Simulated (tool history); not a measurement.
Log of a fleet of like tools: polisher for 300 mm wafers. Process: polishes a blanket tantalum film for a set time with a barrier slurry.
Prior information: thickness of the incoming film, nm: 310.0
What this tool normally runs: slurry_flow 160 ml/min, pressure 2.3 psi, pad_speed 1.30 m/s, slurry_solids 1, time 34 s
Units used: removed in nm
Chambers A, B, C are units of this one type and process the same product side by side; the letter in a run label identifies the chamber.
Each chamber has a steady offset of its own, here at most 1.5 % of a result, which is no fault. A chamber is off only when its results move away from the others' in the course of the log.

At hour 0.2: chamber A: worn pad replaced by a new one.
At hour 3.9: chamber C: worn pad replaced by a new one.
Run 1B, hour 8.3: usual settings. Result: removed 89.567 nm.
Run 2A, hour 18.6: usual settings. Result: removed 86.194 nm.
Run 3C, hour 26.2: usual settings. Result: removed 88.839 nm.
Run 4C, hour 33.9: usual settings. Result: removed 91.705 nm.
At hour 36.3: chamber A: slurry blender recalibrated.
At hour 39.0: chamber B: worn pad replaced by a new one.
Run 5A, hour 42.4: usual settings but pressure 2.0 psi, pad_speed 0.92 m/s. Result: removed 53.687 nm.
Run 6B, hour 55.0: usual settings but pressure 2.0 psi, pad_speed 0.92 m/s. Result: removed 54.285 nm.
Run 7C, hour 68.7: usual settings but pressure 2.0 psi, pad_speed 0.92 m/s. Result: removed 56.357 nm.
Run 8B, hour 75.0: usual settings. Result: removed 88.918 nm.
Run 9A, hour 81.4: usual settings. Result: removed 88.174 nm.
At hour 84.9: chamber B: slurry blender recalibrated.
Run 10A, hour 95.7: usual settings. Result: removed 87.589 nm.
At hour 106.1: chamber C: slurry nozzle cleaned.
Run 11C, hour 109.3: usual settings. Result: removed 90.017 nm.
Run 12B, hour 122.0: usual settings but pressure 1.9 psi, time 28 s. Result: removed 60.767 nm.
At hour 126.3: chamber B: worn pad replaced by a new one.
Run 13C, hour 129.4: usual settings but pressure 1.9 psi, time 28 s. Result: removed 60.261 nm.
At hour 134.1: chamber C: worn pad replaced by a new one.
At hour 137.3: chamber A: worn pad replaced by a new one.
Run 14A, hour 137.5: usual settings but pressure 1.9 psi, time 28 s. Result: removed 60.056 nm.
Run 15B, hour 150.9: usual settings. Result: removed 89.078 nm.
Run 16A, hour 161.4: usual settings. Result: removed 88.673 nm.
At hour 167.0: chamber B: head pressure recalibrated.
Run 17C, hour 172.8: usual settings but pad_speed 1.46 m/s, time 42 s. Result: removed 122.590 nm.
Run 18B, hour 187.0: usual settings but pad_speed 1.46 m/s, time 42 s. Result: removed 137.680 nm.
Run 19A, hour 198.4: usual settings but pad_speed 1.46 m/s, time 42 s. Result: removed 120.890 nm.
At hour 202.7: chamber B: worn pad replaced by a new one.
Run 20C, hour 208.0: usual settings. Result: removed 89.080 nm.
Run 21B, hour 217.6: usual settings. Result: removed 100.040 nm.
Run 22B, hour 228.9: usual settings. Result: removed 98.563 nm.
At hour 232.5: chamber B: slurry blender recalibrated.
Run 23A, hour 235.4: usual settings. Result: removed 86.885 nm.
Run 24C, hour 243.8: usual settings. Result: removed 88.288 nm.
Run 25C, hour 250.5: usual settings but pad_speed 0.90 m/s. Result: removed 63.080 nm.
At hour 256.5: chamber A: worn pad replaced by a new one.
Run 26A, hour 262.4: usual settings but pad_speed 0.90 m/s. Result: removed 61.775 nm.
Run 27B, hour 271.5: usual settings but pad_speed 0.90 m/s. Result: removed 68.659 nm.
At hour 277.3: chamber A: slurry blender recalibrated.
Run 28A, hour 278.0: usual settings. Result: removed 87.984 nm.
At hour 284.9: chamber B: worn pad replaced by a new one.
Run 29C, hour 290.2: usual settings. Result: removed 90.495 nm.
At hour 290.3: chamber C: worn pad replaced by a new one.
Run 30B, hour 300.1: usual settings. Result: removed 99.533 nm.
At hour 300.5: chamber C: slurry blender recalibrated.
Run 31A, hour 307.7: usual settings but slurry_flow 180 ml/min. Result: removed 88.893 nm.
Run 32B, hour 317.6: usual settings but slurry_flow 180 ml/min. Result: removed 102.630 nm.
Run 33C, hour 326.3: usual settings but slurry_flow 180 ml/min. Result: removed 92.933 nm.
At hour 332.1: chamber C: slurry nozzle cleaned.
Run 34A, hour 337.6: usual settings. Result: removed 89.055 nm.
Run 35C, hour 351.1: usual settings. Result: removed 91.135 nm.
At hour 353.4: chamber B: worn pad replaced by a new one.
Run 36B, hour 362.0: usual settings. Result: removed 99.358 nm.
Run 37B, hour 371.1: usual settings. Result: removed 99.258 nm.
Run 38A, hour 384.5: usual settings. Result: removed 87.037 nm.
Run 39C, hour 397.8: usual settings. Result: removed 90.561 nm.

Next, all 3 chambers run the settings below, one line each with question marks for the results. What does each chamber give?
Run 40A, hour 408.0: usual settings but slurry_flow 140 ml/min. Result: removed ?.
Run 40B, hour 408.0: usual settings but slurry_flow 140 ml/min. Result: removed ?.
Run 40C, hour 408.0: usual settings but slurry_flow 140 ml/min. Result: removed ?.

run  removed
40A   86.444
40B   95.367
40C   90.124
